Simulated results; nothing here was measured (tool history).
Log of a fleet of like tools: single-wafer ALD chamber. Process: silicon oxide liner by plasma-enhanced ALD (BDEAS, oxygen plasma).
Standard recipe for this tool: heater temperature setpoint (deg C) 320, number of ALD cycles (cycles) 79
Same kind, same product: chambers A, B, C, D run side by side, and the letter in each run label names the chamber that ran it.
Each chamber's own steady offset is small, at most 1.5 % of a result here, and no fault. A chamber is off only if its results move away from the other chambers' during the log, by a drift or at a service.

run   hour  heater temperature setpoint (deg C)  number of ALD cycles (cycles)  hours since the last thermocouple change  read-back reference wafer on the same gauge, thickness_nm  mean film thickness on the monitor wafer (nm)
 1C    9.4                                  320                             79                                    2214.8                                                     7.4997                                         7.2571
 2B   22.0                                  320                             79                                    1589.7                                                     7.4979                                         7.1883
 3D   34.6                                  320                             79                                     267.0                                                     7.4968                                         7.1811
 4A   42.1                                  320                             79                                    1227.5                                                     7.5042                                         7.1601
 5D   48.7                                  320                             79                                     281.1                                                     7.4970                                         7.2122
 6B   58.8                                  320                             79                                    1626.5                                                     7.5040                                         7.1619
 7A   65.1                                  320                             79                                    1250.5                                                     7.5025                                         7.1764
 8C   75.5                                  320                             79                                    2280.9                                                     7.5049                                         7.2347
 9A   81.4                                  320                             79                                    1266.8                                                     7.4934                                         7.1869
10B   92.5                                  320                             79                                    1660.2                                                     7.5014                                         7.1889
11C  105.2                                  327                             65                                    2310.6                                                     7.5028                                         5.8720
12D  114.1                                  327                             65                                     346.5                                                     7.4964                                         5.8702
13C  124.4                                  327                             65                                    2329.8                                                     7.4966                                         5.9093
14D  132.8                                  327                             65                                     365.2                                                     7.5006                                         5.8505
15B  143.6                                  320                             79                                    1711.3                                                     7.4911                                         7.1870
16A  153.3                                  320                             79                                    1338.7                                                     7.5048                                         7.1720
     157.6  -- chamber C: thermocouple changed; heater temperature recalibrated
17B  162.1                                  320                             79                                    1729.8                                                     7.5011                                         7.2051
18D  174.5                                  320                             79                                     406.9                                                     7.5001                                         7.2212
19A  180.4                                  320                             64                                    1365.8                                                     7.5029                                         5.8056
20C  186.8                                  320                             64                                      29.2                                                     7.5058                                         5.8807
21C  195.1                                  320                             64                                      37.5                                                     7.4973                                         5.8785
22D  202.0                                  320                             64                                     434.4                                                     7.4949                                         5.8266
23A  208.9                                  320                             79                                    1394.3                                                     7.5002                                         7.1653
24B  220.9                                  320                             79                                    1788.6                                                     7.5046                                         7.1598
25B  230.7                                  320                             79                                    1798.4                                                     7.5024                                         7.1855
26C  242.8                                  312                             79                                      85.2                                                     7.4952                                         7.3285
27D  253.2                                  312                             79                                     485.6                                                     7.4961                                         7.3083
28A  259.8                                  312                             79                                    1445.2                                                     7.5046                                         7.2643
29C  270.4                                  312                             79                                     112.8                                                     7.4936                                         7.3158
30A  280.9                                  320                             79                                    1466.3                                                     7.4991                                         7.1375
31B  288.5                                  320                             79                                    1856.2                                                     7.4986                                         7.1995

Has any chamber moved away from the others, gradually or after a service, or does the common gauge drift, or do the chambers differ only by their own small steady offsets? State the chamber and the most likely cause if one applies.

All chambers stay in line apart from their small fixed offsets, and the gauge does not drift.
